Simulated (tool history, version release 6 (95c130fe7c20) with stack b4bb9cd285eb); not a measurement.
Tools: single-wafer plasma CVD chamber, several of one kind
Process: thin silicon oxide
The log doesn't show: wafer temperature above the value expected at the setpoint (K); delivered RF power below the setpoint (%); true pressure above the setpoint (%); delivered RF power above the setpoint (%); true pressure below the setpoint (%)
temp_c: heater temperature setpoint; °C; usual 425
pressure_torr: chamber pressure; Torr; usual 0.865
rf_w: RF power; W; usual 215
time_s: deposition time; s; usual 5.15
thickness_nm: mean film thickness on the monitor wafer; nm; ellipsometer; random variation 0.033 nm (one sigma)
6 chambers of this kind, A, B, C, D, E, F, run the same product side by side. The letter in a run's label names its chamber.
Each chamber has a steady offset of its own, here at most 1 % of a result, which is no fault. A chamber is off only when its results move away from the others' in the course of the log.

run,hour,temp_c,pressure_torr,rf_w,time_s,hours since the last thermocouple change,hours since the last RF generator calibration,hours since the last manometer calibration,"read-back reference wafer on the same gauge, thickness_nm",thickness_nm
# hour 4.0: chamber E: thermocouple changed; heater temperature recalibrated
1E,13.4,425,0.865,215,5.15,9.5,118.7,542.6,7.5493,8.6362
2C,25.6,425,0.865,215,5.15,713.9,1311.1,1171.9,7.5508,8.4887
3A,37.9,425,0.865,215,5.15,1729.7,104.8,221.9,7.5471,8.6452
4B,51.0,425,0.865,215,5.15,1181.9,372.9,567.4,7.5497,8.5927
5D,60.0,425,0.865,215,5.15,332.6,250.5,1687.9,7.5493,8.5129
6F,66.4,425,0.865,215,5.15,1981.5,1149.6,693.8,7.5514,8.6963
7E,75.4,425,0.865,215,5.15,71.5,180.7,604.6,7.5393,8.5403
8A,87.6,425,0.865,215,5.15,1779.4,154.5,271.6,7.5413,8.6547
9C,100.7,425,0.865,215,5.15,789.0,1386.2,1247.0,7.5485,8.5551
# hour 105.4: chamber F: thermocouple changed; heater temperature recalibrated
10F,109.1,425,0.865,215,5.15,3.8,1192.3,736.5,7.5601,8.6959
11B,115.2,425,0.865,215,5.15,1246.1,437.1,631.6,7.5489,8.6335
12D,127.7,425,0.865,215,5.15,400.3,318.2,1755.6,7.5456,8.5838
13D,134.8,425,0.865,215,5.15,407.4,325.3,1762.7,7.5497,8.5552
14B,143.5,425,0.865,215,5.15,1274.4,465.4,659.9,7.5439,8.5630
15E,151.3,425,0.865,215,5.15,147.4,256.6,680.5,7.5490,8.6275
16C,160.3,425,0.865,215,5.15,848.6,1445.8,1306.6,7.5498,8.5656
# hour 165.9: chamber A: thermocouple changed; heater temperature recalibrated
17F,166.6,425,0.865,215,5.15,61.3,1249.8,794.0,7.5468,8.7017
18A,176.2,425,0.865,215,5.15,10.4,243.1,360.2,7.5510,8.5967
19D,182.8,425,0.797,215,5.15,455.4,373.3,1810.7,7.5440,7.8957
20C,189.7,425,0.797,215,5.15,878.0,1475.2,1336.0,7.5540,7.9087
21F,198.9,425,0.797,215,5.15,93.6,1282.1,826.3,7.5469,8.0764
22B,207.3,425,0.797,215,5.15,1338.2,529.2,723.7,7.5514,8.0384
23E,219.9,425,0.797,215,5.15,216.0,325.2,749.1,7.5528,8.0329
24A,228.5,425,0.797,215,5.15,62.7,295.4,412.5,7.5521,7.9700
25E,237.7,425,0.865,215,5.15,233.8,343.0,766.9,7.5466,8.6138
26C,246.1,425,0.865,215,5.15,934.4,1531.6,1392.4,7.5389,8.5234
27B,257.3,425,0.865,215,5.15,1388.2,579.2,773.7,7.5523,8.6535
28A,265.7,425,0.865,215,5.15,99.9,332.6,449.7,7.5547,8.5699
29D,275.8,425,0.865,215,5.15,548.4,466.3,1903.7,7.5490,8.5259
30F,284.2,425,0.865,215,5.15,178.9,1367.4,911.6,7.5506,8.7092
31A,291.1,425,0.865,215,5.15,125.3,358.0,475.1,7.5542,8.5961
32B,303.8,425,0.865,215,5.15,1434.7,625.7,820.2,7.5481,8.6383
33C,315.2,425,0.865,215,5.15,1003.5,1600.7,1461.5,7.5529,8.5599
34E,327.6,425,0.865,215,5.15,323.7,432.9,856.8,7.5562,8.6486
35D,339.4,425,0.865,215,5.15,612.0,529.9,1967.3,7.5538,8.5765
36F,349.2,425,0.865,215,5.15,243.9,1432.4,976.6,7.5488,8.6277
37D,360.8,425,0.865,215,5.15,633.4,551.3,1988.7,7.5533,8.5250
38E,370.9,425,0.865,215,5.15,367.0,476.2,900.1,7.5539,8.5442
39F,382.9,425,0.865,215,5.15,277.6,1466.1,1010.3,7.5537,8.7303
40B,392.8,425,0.865,215,5.15,1523.7,714.7,909.2,7.5488,8.6096
41C,401.0,425,0.865,215,5.15,1089.3,1686.5,1547.3,7.5481,8.5839
42A,411.4,425,0.865,215,5.15,245.6,478.3,595.4,7.5457,8.6474
43E,418.0,425,0.865,215,5.15,414.1,523.3,947.2,7.5500,8.6242

Is one chamber off against the others, does the gauge drift, or is nothing wrong? If a chamber is off, say which, and what the likeliest cause is.

No chamber stands off beyond its own small offset, and the gauge holds steady.

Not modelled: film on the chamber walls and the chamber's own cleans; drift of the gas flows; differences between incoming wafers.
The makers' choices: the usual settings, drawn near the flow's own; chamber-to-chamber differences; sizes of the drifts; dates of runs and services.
